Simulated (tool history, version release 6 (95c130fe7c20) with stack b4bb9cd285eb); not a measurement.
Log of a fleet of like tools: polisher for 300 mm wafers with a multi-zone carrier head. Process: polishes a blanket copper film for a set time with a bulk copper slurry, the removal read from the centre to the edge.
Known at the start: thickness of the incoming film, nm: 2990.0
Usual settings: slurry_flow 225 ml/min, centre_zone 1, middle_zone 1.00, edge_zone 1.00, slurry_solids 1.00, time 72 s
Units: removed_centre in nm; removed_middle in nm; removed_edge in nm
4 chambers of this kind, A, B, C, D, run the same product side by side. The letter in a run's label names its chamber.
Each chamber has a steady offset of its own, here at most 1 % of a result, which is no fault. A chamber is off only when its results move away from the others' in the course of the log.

run	hour	slurry_flow	centre_zone	middle_zone	edge_zone	slurry_solids	time	removed_centre	removed_middle	removed_edge
# hour 3.2: chamber C: worn pad replaced by a new one
1B	4.9	225	1	1.00	1.00	1.00	72	542.25	561.41	546.73
2A	9.6	225	1	1.00	1.00	1.00	72	548.45	549.74	546.50
3D	16.1	225	1	1.00	1.00	1.00	72	549.02	543.23	552.08
4C	21.6	225	1	1.00	1.00	1.00	72	543.55	543.67	544.38
5D	25.8	225	1	1.00	1.00	1.00	72	547.52	553.05	553.49
6C	31.0	225	1	1.00	1.00	1.00	72	539.74	546.38	546.55
7A	37.9	225	1	1.00	1.00	1.00	72	549.79	547.50	547.74
8B	42.6	225	1	1.00	1.00	1.00	72	552.46	555.80	545.72
# hour 46.5: chamber D: worn pad replaced by a new one
9D	46.8	225	1	1.00	1.00	1.00	72	551.84	554.27	547.22
10B	51.0	225	1	1.00	1.00	1.00	72	547.66	546.50	555.70
11A	56.6	225	1	1.00	1.00	0.85	72	532.64	549.59	534.36
# hour 59.1: chamber D: centre zone pressure recalibrated
12C	62.8	225	1	1.00	1.00	0.85	72	519.33	526.21	533.67
# hour 63.8: chamber B: worn pad replaced by a new one
13A	69.4	225	1	1.00	1.00	0.85	72	528.64	541.60	535.66
14C	74.8	225	1	1.00	1.00	0.85	72	522.33	522.55	524.15
15B	78.5	225	1	1.00	1.00	1.00	72	545.71	555.21	550.45
16D	83.2	225	1	1.07	1.00	1.00	88	667.20	724.01	678.18
# hour 87.4: chamber C: edge zone pressure recalibrated
17C	87.7	225	1	1.07	1.00	1.00	88	663.21	695.97	652.22
18B	93.4	225	1	1.07	1.00	1.00	88	671.29	722.01	678.61
19A	97.4	225	1	1.07	1.00	1.00	88	685.02	728.64	673.53
20D	103.3	225	1	1.00	1.00	1.00	72	544.39	556.16	557.96
21C	107.4	225	1	1.00	1.00	1.00	72	520.85	534.79	535.25
22B	113.8	225	1	1.00	1.00	1.00	72	542.05	538.94	545.27
23D	120.4	225	1	1.00	1.00	1.00	72	552.28	548.70	546.47
# hour 125.4: chamber A: worn pad replaced by a new one
24A	126.5	225	1	1.00	1.00	1.00	72	551.36	562.85	549.06
# hour 126.9: chamber C: worn pad replaced by a new one
25D	130.3	225	1	1.00	1.00	1.00	72	546.74	550.78	545.17
26C	133.7	225	1	1.00	1.00	1.00	72	501.77	518.04	518.71
27A	139.2	225	1	1.00	1.00	1.00	72	549.67	543.59	548.43
28B	145.6	225	1	1.00	1.00	1.00	72	543.87	554.72	556.42

Next, every chamber runs the same settings. What will each give?
29A	150.6	225	1	1.00	1.05	1.00	72	?	?	?
29B	150.6	225	1	1.00	1.05	1.00	72	?	?	?
29C	150.6	225	1	1.00	1.05	1.00	72	?	?	?
29D	150.6	225	1	1.00	1.05	1.00	72	?	?	?

run	removed_centre	removed_middle	removed_edge
29A	548.37	550.31	561.92
29B	549.58	556.59	566.99
29C	495.18	496.22	529.15
29D	555.48	548.24	563.43
